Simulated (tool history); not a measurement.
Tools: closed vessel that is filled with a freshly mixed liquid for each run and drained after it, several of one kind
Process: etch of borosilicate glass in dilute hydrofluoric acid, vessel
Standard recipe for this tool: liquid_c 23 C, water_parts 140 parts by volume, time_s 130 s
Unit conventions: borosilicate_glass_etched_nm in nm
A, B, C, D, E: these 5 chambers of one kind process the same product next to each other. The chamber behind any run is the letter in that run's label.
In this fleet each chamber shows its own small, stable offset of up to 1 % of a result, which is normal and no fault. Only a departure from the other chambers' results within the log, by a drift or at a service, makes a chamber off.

run,hour,liquid_c,water_parts,time_s,hours since the thermometer was replaced,hours since the hydrofluoric acid flow meter was replaced,"read-back film thickness of the borosilicate glass reference wafer, read on the same gauge (nm)",borosilicate_glass_etched_nm
1D,7,23,140,130,1595.3,188.7,30.021,31.541
2E,11.1,23,140,130,1617.6,308.8,30.025,31.462
3C,14.5,23,140,130,1709.4,934.7,29.999,30.905
# hour 16.6: chamber D: thermometer replaced
4A,18.9,23,140,130,591.2,1141.5,29.989,31.604
5B,22.5,23,140,130,296.2,165.9,30.03,31.527
# hour 24.4: chamber E: thermometer replaced
6C,28.6,23,140,130,1723.5,948.8,29.999,31.255
7A,35.4,23,90,130,607.7,1158,29.996,52.106
8E,41.9,23,90,130,17.6,339.6,30.006,52.076
9B,46.2,23,90,130,319.9,189.6,29.998,52.464
10D,51.6,23,90,130,35,233.3,30.011,51.211
11D,55.9,23,90,130,39.3,237.6,29.985,51.762
12E,62.7,23,140,130,38.4,360.4,30.008,31.159
13A,68.7,23,140,130,641,1191.3,29.988,31.655
14C,72,23,140,130,1766.9,992.2,30.005,31.234
15B,78.5,23,140,130,352.2,221.9,30.012,31.702
16D,84.4,23,140,130,67.8,266.1,30.011,31.384
17A,90.7,23,140,130,663,1213.3,30.018,31.479
18C,97.2,23,140,130,1792.1,1017.4,30.019,31.112
19E,100.7,23,140,130,76.4,398.4,30.011,31.528
20B,106.9,23,140,130,380.6,250.3,30.006,31.402
21E,111.7,23,140,130,87.4,409.4,30.024,31.504
22B,117.2,23,140,130,390.9,260.6,30.033,31.457
23C,123.2,23,140,130,1818.1,1043.4,29.99,31.275
24A,128.6,23,140,130,700.9,1251.2,29.984,31.635
25D,132.1,23,140,130,115.5,313.8,29.978,31.573
26C,137.4,23,140,130,1832.3,1057.6,29.998,31.016
27B,141.3,23,140,130,415,284.7,30.004,31.609
28D,149.1,23,140,130,132.5,330.8,29.998,31.371
29A,156,23,140,130,728.3,1278.6,29.996,31.495
30E,162.3,23,140,130,138,460,29.988,31.46
31B,167.2,23,140,130,440.9,310.6,30.008,31.52
32E,171.7,23,140,130,147.4,469.4,29.976,31.629
33C,178.5,23,140,130,1873.4,1098.7,29.998,31.092
34A,184.2,23,140,130,756.5,1306.8,30.005,31.65
35D,189.9,23,140,130,173.3,371.6,30.022,31.414
36A,193.9,23,140,130,766.2,1316.5,29.988,31.707
37B,200.9,23,140,130,474.6,344.3,30.001,31.593
38C,208.3,23,140,130,1903.2,1128.5,30.011,31.006
# hour 211.2: chamber A: hydrofluoric acid flow meter replaced
39D,215.7,23,140,130,199.1,397.4,29.983,31.505
40E,223.4,23,140,130,199.1,521.1,30.015,31.476
41C,229.6,23,140,130,1924.5,1149.8,30.005,31.252
42E,234,23,140,130,209.7,531.7,29.977,31.426
43A,239.4,23,140,130,811.7,28.2,29.969,31.448

Is one chamber out of step, is the gauge drifting, or do the chambers differ by no more than their own small offsets? For an off chamber, give its letter and the likeliest cause.

The fleet is healthy, with each chamber sitting at its usual small offset and no drift in the gauge.
